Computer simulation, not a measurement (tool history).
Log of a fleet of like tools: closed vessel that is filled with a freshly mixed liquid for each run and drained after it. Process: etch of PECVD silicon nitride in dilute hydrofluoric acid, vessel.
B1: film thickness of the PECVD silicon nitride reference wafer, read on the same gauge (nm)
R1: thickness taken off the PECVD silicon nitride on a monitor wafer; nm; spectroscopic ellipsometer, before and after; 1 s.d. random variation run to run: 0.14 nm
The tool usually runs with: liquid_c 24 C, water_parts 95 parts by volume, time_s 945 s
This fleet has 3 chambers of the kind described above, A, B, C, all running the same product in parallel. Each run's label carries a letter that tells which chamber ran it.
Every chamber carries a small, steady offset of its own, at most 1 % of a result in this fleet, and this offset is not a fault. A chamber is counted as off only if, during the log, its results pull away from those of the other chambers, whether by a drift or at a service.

Run 1C, hour 5.8: usual settings; B1 109.97. Result: R1 24.792 nm.
Run 2A, hour 10.8: usual settings; B1 109.99. Result: R1 25.22 nm.
Run 3B, hour 17.3: usual settings; B1 110. Result: R1 25.351 nm.
Run 4A, hour 24.4: usual settings; B1 109.97. Result: R1 25.062 nm.
Run 5B, hour 30: usual settings but liquid_c 28 C, water_parts 135 parts by volume; B1 110.04. Result: R1 23.143 nm.
Run 6C, hour 37.2: usual settings but liquid_c 28 C, water_parts 135 parts by volume; B1 109.99. Result: R1 22.468 nm.
Run 7B, hour 43.1: usual settings but liquid_c 28 C, water_parts 135 parts by volume; B1 109.98. Result: R1 23.172 nm.
Run 8A, hour 48.4: usual settings; B1 110. Result: R1 25.202 nm.
Run 9C, hour 53.4: usual settings; B1 110. Result: R1 24.863 nm.
Run 10B, hour 57.6: usual settings but water_parts 70 parts by volume, time_s 410 s; B1 110. Result: R1 14.673 nm.
Run 11A, hour 63.6: usual settings but water_parts 70 parts by volume, time_s 410 s; B1 109.99. Result: R1 14.514 nm.
At hour 67.4: chamber A: hydrofluoric acid flow meter replaced.
Run 12C, hour 70.4: usual settings but water_parts 70 parts by volume, time_s 410 s; B1 110. Result: R1 14.472 nm.
Run 13C, hour 73.7: usual settings; B1 110.01. Result: R1 24.801 nm.
Run 14A, hour 79: usual settings but liquid_c 20 C; B1 110.01. Result: R1 19.19 nm.
Run 15B, hour 84.7: usual settings but liquid_c 20 C; B1 110. Result: R1 19.188 nm.
Run 16C, hour 90.9: usual settings but liquid_c 20 C; B1 110. Result: R1 18.643 nm.
Run 17B, hour 96.5: usual settings but liquid_c 19 C, time_s 680 s; B1 110.03. Result: R1 12.992 nm.
Run 18A, hour 102.3: usual settings but liquid_c 19 C, time_s 680 s; B1 110.01. Result: R1 13.043 nm.
Run 19C, hour 109.7: usual settings but liquid_c 19 C, time_s 680 s; B1 110. Result: R1 12.585 nm.
Run 20B, hour 116.1: usual settings but liquid_c 28 C; B1 110.01. Result: R1 32.723 nm.
Run 21A, hour 121.2: usual settings but liquid_c 28 C; B1 110.01. Result: R1 32.887 nm.
Run 22A, hour 126.1: usual settings but liquid_c 28 C; B1 110.03. Result: R1 32.838 nm.
Run 23C, hour 132.9: usual settings but liquid_c 19.5 C, water_parts 125 parts by volume; B1 109.99. Result: R1 13.608 nm.
Run 24B, hour 137.8: usual settings but liquid_c 19.5 C, water_parts 125 parts by volume; B1 110. Result: R1 14.223 nm.
Run 25A, hour 143.2: usual settings but liquid_c 19.5 C, water_parts 125 parts by volume; B1 110. Result: R1 14.369 nm.
Run 26C, hour 147.8: usual settings; B1 110. Result: R1 24.164 nm.
Run 27B, hour 154.9: usual settings; B1 109.98. Result: R1 25.213 nm.
Run 28B, hour 158.7: usual settings; B1 109.99. Result: R1 25.172 nm.
Run 29A, hour 162.4: usual settings; B1 109.99. Result: R1 25.305 nm.
Run 30C, hour 166.5: usual settings; B1 109.98. Result: R1 23.98 nm.
Run 31C, hour 172.9: usual settings; B1 109.98. Result: R1 23.894 nm.
Run 32B, hour 178.1: usual settings; B1 110.01. Result: R1 25.491 nm.
Run 33A, hour 182.5: usual settings but water_parts 55 parts by volume, time_s 1160 s; B1 109.99. Result: R1 52.182 nm.

What goes on in this fleet: one chamber off, a drifting gauge, or nothing beyond the chambers' own small offsets? Name the chamber and the cause, if any.

It is chamber C that slowly wanders off from its peers.
Most likely cause: liquid colder than its thermometer reads (K) = 0.668.
Not necessarily distinguishable in this log from: hydrofluoric acid flow below the setpoint (%).

Below are 4 candidate recipes for chamber C's next run, each the usual settings with a change, their results shown as question marks. Which of them brings C's results back in line with what the other chambers give on the usual settings?
Allowed miss from the other chambers' usual-settings mean, per result, to count as in line: R1 0.47 nm
Run 34C-1, hour 188: usual settings but time_s 960 s. Result: R1 ?.
Run 34C-2, hour 188: usual settings but time_s 930 s. Result: R1 ?.
Run 34C-3, hour 188: usual settings but time_s 990 s. Result: R1 ?.
Run 34C-4, hour 188: usual settings but time_s 895 s. Result: R1 ?.

Average result of the remaining chambers running the usual settings: R1 25.202 nm
  run      R1
34C-1  24.362
34C-2    23.6
34C-3  25.123
34C-4  22.712
It is 34C-3 that realigns the chamber with its peers.
